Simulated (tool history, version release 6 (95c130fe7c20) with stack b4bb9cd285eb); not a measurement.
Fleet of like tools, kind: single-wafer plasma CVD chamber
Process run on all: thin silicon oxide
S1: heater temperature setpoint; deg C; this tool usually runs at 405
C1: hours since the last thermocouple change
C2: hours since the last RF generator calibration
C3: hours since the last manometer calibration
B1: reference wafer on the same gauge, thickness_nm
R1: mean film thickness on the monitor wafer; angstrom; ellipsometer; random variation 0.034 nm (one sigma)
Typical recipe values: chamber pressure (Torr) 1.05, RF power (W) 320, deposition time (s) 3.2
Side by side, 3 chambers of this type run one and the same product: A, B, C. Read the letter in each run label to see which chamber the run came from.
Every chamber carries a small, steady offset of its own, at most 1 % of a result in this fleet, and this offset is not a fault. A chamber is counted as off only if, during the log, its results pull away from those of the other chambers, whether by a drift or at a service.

{"run": "1B", "day": 0.458, "S1": 405, "chamber pressure (Torr)": 1.05, "RF power (W)": 320, "deposition time (s)": 3.2, "C1": 1387.6, "C2": 146.9, "C3": 307.4, "B1": 6.4321, "R1": 75.212}
{"run": "2C", "day": 0.862, "S1": 405, "chamber pressure (Torr)": 1.05, "RF power (W)": 320, "deposition time (s)": 3.2, "C1": 193.1, "C2": 1439.6, "C3": 670, "B1": 6.43, "R1": 74.87}
{"run": "3A", "day": 1.292, "S1": 405, "chamber pressure (Torr)": 1.05, "RF power (W)": 320, "deposition time (s)": 3.2, "C1": 1544.6, "C2": 507.3, "C3": 91.2, "B1": 6.4298, "R1": 75.006}
{"run": "4B", "day": 1.558, "S1": 405, "chamber pressure (Torr)": 1.05, "RF power (W)": 320, "deposition time (s)": 3.2, "C1": 1414, "C2": 173.3, "C3": 333.8, "B1": 6.4337, "R1": 75.185}
{"run": "5C", "day": 2.012, "S1": 405, "chamber pressure (Torr)": 1.05, "RF power (W)": 320, "deposition time (s)": 3.2, "C1": 220.7, "C2": 1467.2, "C3": 697.6, "B1": 6.4261, "R1": 74.342}
{"run": "6A", "day": 2.462, "S1": 405, "chamber pressure (Torr)": 1.05, "RF power (W)": 320, "deposition time (s)": 3.2, "C1": 1572.7, "C2": 535.4, "C3": 119.3, "B1": 6.4243, "R1": 75.186}
{"run": "7A", "day": 2.733, "S1": 405, "chamber pressure (Torr)": 1.05, "RF power (W)": 320, "deposition time (s)": 3.2, "C1": 1579.2, "C2": 541.9, "C3": 125.8, "B1": 6.4308, "R1": 75.645}
{"run": "8B", "day": 3.05, "S1": 405, "chamber pressure (Torr)": 1.05, "RF power (W)": 320, "deposition time (s)": 3.2, "C1": 1449.8, "C2": 209.1, "C3": 369.6, "B1": 6.4267, "R1": 75.365}
{"run": "9C", "day": 3.421, "S1": 405, "chamber pressure (Torr)": 1.05, "RF power (W)": 320, "deposition time (s)": 3.2, "C1": 254.5, "C2": 1501, "C3": 731.4, "B1": 6.4318, "R1": 75.032}
{"run": "10A", "day": 3.979, "S1": 405, "chamber pressure (Torr)": 1.05, "RF power (W)": 320, "deposition time (s)": 3.2, "C1": 1609.1, "C2": 571.8, "C3": 155.7, "B1": 6.4365, "R1": 75.701}
{"run": "11B", "day": 4.271, "S1": 405, "chamber pressure (Torr)": 1.05, "RF power (W)": 320, "deposition time (s)": 3.2, "C1": 1479.1, "C2": 238.4, "C3": 398.9, "B1": 6.4332, "R1": 75.455}
{"run": "12C", "day": 4.604, "S1": 405, "chamber pressure (Torr)": 1.05, "RF power (W)": 320, "deposition time (s)": 3.2, "C1": 282.9, "C2": 1529.4, "C3": 759.8, "B1": 6.43, "R1": 74.783}
{"run": "13A", "day": 4.983, "S1": 405, "chamber pressure (Torr)": 1.05, "RF power (W)": 320, "deposition time (s)": 3.2, "C1": 1633.2, "C2": 595.9, "C3": 179.8, "B1": 6.4364, "R1": 75.192}
{"run": "14C", "day": 5.308, "S1": 405, "chamber pressure (Torr)": 1.05, "RF power (W)": 320, "deposition time (s)": 3.2, "C1": 299.8, "C2": 1546.3, "C3": 776.7, "B1": 6.4348, "R1": 74.422}
{"run": "15B", "day": 5.725, "S1": 405, "chamber pressure (Torr)": 1.05, "RF power (W)": 320, "deposition time (s)": 3.2, "C1": 1514, "C2": 273.3, "C3": 433.8, "B1": 6.4303, "R1": 75.407}
{"run": "16A", "day": 6.012, "S1": 405, "chamber pressure (Torr)": 1.05, "RF power (W)": 320, "deposition time (s)": 3.2, "C1": 1657.9, "C2": 620.6, "C3": 204.5, "B1": 6.4383, "R1": 75.359}
{"run": "17B", "day": 6.375, "S1": 405, "chamber pressure (Torr)": 1.05, "RF power (W)": 320, "deposition time (s)": 3.2, "C1": 1529.6, "C2": 288.9, "C3": 449.4, "B1": 6.4419, "R1": 74.896}
{"run": "18C", "day": 6.95, "S1": 405, "chamber pressure (Torr)": 1.05, "RF power (W)": 320, "deposition time (s)": 3.2, "C1": 339.2, "C2": 1585.7, "C3": 816.1, "B1": 6.425, "R1": 74.567}
{"run": "19C", "day": 7.446, "S1": 405, "chamber pressure (Torr)": 1.05, "RF power (W)": 320, "deposition time (s)": 3.2, "C1": 351.1, "C2": 1597.6, "C3": 828, "B1": 6.434, "R1": 74.56}
{"run": "20B", "day": 7.921, "S1": 405, "chamber pressure (Torr)": 1.05, "RF power (W)": 320, "deposition time (s)": 3.2, "C1": 1566.7, "C2": 326, "C3": 486.5, "B1": 6.4379, "R1": 75.794}
{"run": "21A", "day": 8.362, "S1": 405, "chamber pressure (Torr)": 1.05, "RF power (W)": 355, "deposition time (s)": 3.71, "C1": 1714.3, "C2": 677, "C3": 260.9, "B1": 6.4373, "R1": 90.288}
{"day": 8.754, "done": "chamber B: thermocouple changed; heater temperature recalibrated"}
{"run": "22B", "day": 8.821, "S1": 405, "chamber pressure (Torr)": 1.05, "RF power (W)": 355, "deposition time (s)": 3.71, "C1": 1.6, "C2": 347.6, "C3": 508.1, "B1": 6.4384, "R1": 91.053}
{"run": "23C", "day": 9.312, "S1": 405, "chamber pressure (Torr)": 1.05, "RF power (W)": 355, "deposition time (s)": 3.71, "C1": 395.9, "C2": 1642.4, "C3": 872.8, "B1": 6.4304, "R1": 90.255}
{"run": "24A", "day": 9.85, "S1": 405, "chamber pressure (Torr)": 1.05, "RF power (W)": 320, "deposition time (s)": 3.2, "C1": 1750, "C2": 712.7, "C3": 296.6, "B1": 6.4246, "R1": 74.605}
{"run": "25A", "day": 10.238, "S1": 405, "chamber pressure (Torr)": 1.05, "RF power (W)": 320, "deposition time (s)": 3.2, "C1": 1759.3, "C2": 722, "C3": 305.9, "B1": 6.4234, "R1": 74.506}
{"run": "26B", "day": 10.546, "S1": 405, "chamber pressure (Torr)": 1.05, "RF power (W)": 320, "deposition time (s)": 3.2, "C1": 43, "C2": 389, "C3": 549.5, "B1": 6.4292, "R1": 75.504}
{"run": "27C", "day": 11.096, "S1": 405, "chamber pressure (Torr)": 1.05, "RF power (W)": 320, "deposition time (s)": 3.2, "C1": 438.7, "C2": 1685.2, "C3": 915.6, "B1": 6.4241, "R1": 74.515}
{"run": "28B", "day": 11.5, "S1": 405, "chamber pressure (Torr)": 1.05, "RF power (W)": 320, "deposition time (s)": 3.2, "C1": 65.9, "C2": 411.9, "C3": 572.4, "B1": 6.4319, "R1": 75.769}
{"run": "29C", "day": 12.025, "S1": 405, "chamber pressure (Torr)": 1.05, "RF power (W)": 290, "deposition time (s)": 3.58, "C1": 461, "C2": 1707.5, "C3": 937.9, "B1": 6.434, "R1": 79.675}
{"run": "30A", "day": 12.525, "S1": 405, "chamber pressure (Torr)": 1.05, "RF power (W)": 290, "deposition time (s)": 3.58, "C1": 1814.2, "C2": 776.9, "C3": 360.8, "B1": 6.4306, "R1": 80.096}
{"run": "31C", "day": 12.808, "S1": 405, "chamber pressure (Torr)": 1.05, "RF power (W)": 290, "deposition time (s)": 3.58, "C1": 479.8, "C2": 1726.3, "C3": 956.7, "B1": 6.4263, "R1": 79.994}
{"run": "32B", "day": 13.333, "S1": 405, "chamber pressure (Torr)": 1.05, "RF power (W)": 320, "deposition time (s)": 3.2, "C1": 109.9, "C2": 455.9, "C3": 616.4, "B1": 6.4293, "R1": 75.487}
{"run": "33A", "day": 13.896, "S1": 405, "chamber pressure (Torr)": 1.05, "RF power (W)": 320, "deposition time (s)": 3.2, "C1": 1847.1, "C2": 809.8, "C3": 393.7, "B1": 6.4292, "R1": 73.866}
{"run": "34A", "day": 14.308, "S1": 405, "chamber pressure (Torr)": 1.05, "RF power (W)": 320, "deposition time (s)": 3.2, "C1": 1857, "C2": 819.7, "C3": 403.6, "B1": 6.4372, "R1": 73.573}
{"day": 14.525, "done": "chamber C: RF generator calibrated"}
{"run": "35C", "day": 14.583, "S1": 405, "chamber pressure (Torr)": 1.05, "RF power (W)": 320, "deposition time (s)": 3.2, "C1": 522.4, "C2": 1.4, "C3": 999.3, "B1": 6.4261, "R1": 74.355}
{"run": "36B", "day": 14.992, "S1": 405, "chamber pressure (Torr)": 1.05, "RF power (W)": 320, "deposition time (s)": 3.2, "C1": 149.7, "C2": 495.7, "C3": 656.2, "B1": 6.4303, "R1": 75.289}
{"run": "37C", "day": 15.408, "S1": 405, "chamber pressure (Torr)": 1.05, "RF power (W)": 320, "deposition time (s)": 3.2, "C1": 542.2, "C2": 21.2, "C3": 1019.1, "B1": 6.4308, "R1": 74.56}
{"run": "38A", "day": 15.758, "S1": 405, "chamber pressure (Torr)": 1.05, "RF power (W)": 320, "deposition time (s)": 3.2, "C1": 1891.8, "C2": 854.5, "C3": 438.4, "B1": 6.4311, "R1": 73.472}
{"run": "39B", "day": 16.25, "S1": 405, "chamber pressure (Torr)": 1.05, "RF power (W)": 320, "deposition time (s)": 3.2, "C1": 179.9, "C2": 525.9, "C3": 686.4, "B1": 6.4342, "R1": 75.036}
{"run": "40C", "day": 16.562, "S1": 405, "chamber pressure (Torr)": 1.05, "RF power (W)": 320, "deposition time (s)": 3.2, "C1": 569.9, "C2": 48.9, "C3": 1046.8, "B1": 6.4264, "R1": 74.466}

For the next run the whole fleet of 3 chambers uses the same settings. Give each chamber's results:
{"run": "41A", "day": 16.975, "S1": 396, "chamber pressure (Torr)": 1.05, "RF power (W)": 320, "deposition time (s)": 3.2, "R1": "?"}
{"run": "41B", "day": 16.975, "S1": 396, "chamber pressure (Torr)": 1.05, "RF power (W)": 320, "deposition time (s)": 3.2, "R1": "?"}
{"run": "41C", "day": 16.975, "S1": 396, "chamber pressure (Torr)": 1.05, "RF power (W)": 320, "deposition time (s)": 3.2, "R1": "?"}

run=41A R1=73.229
run=41B R1=75.912
run=41C R1=75.043
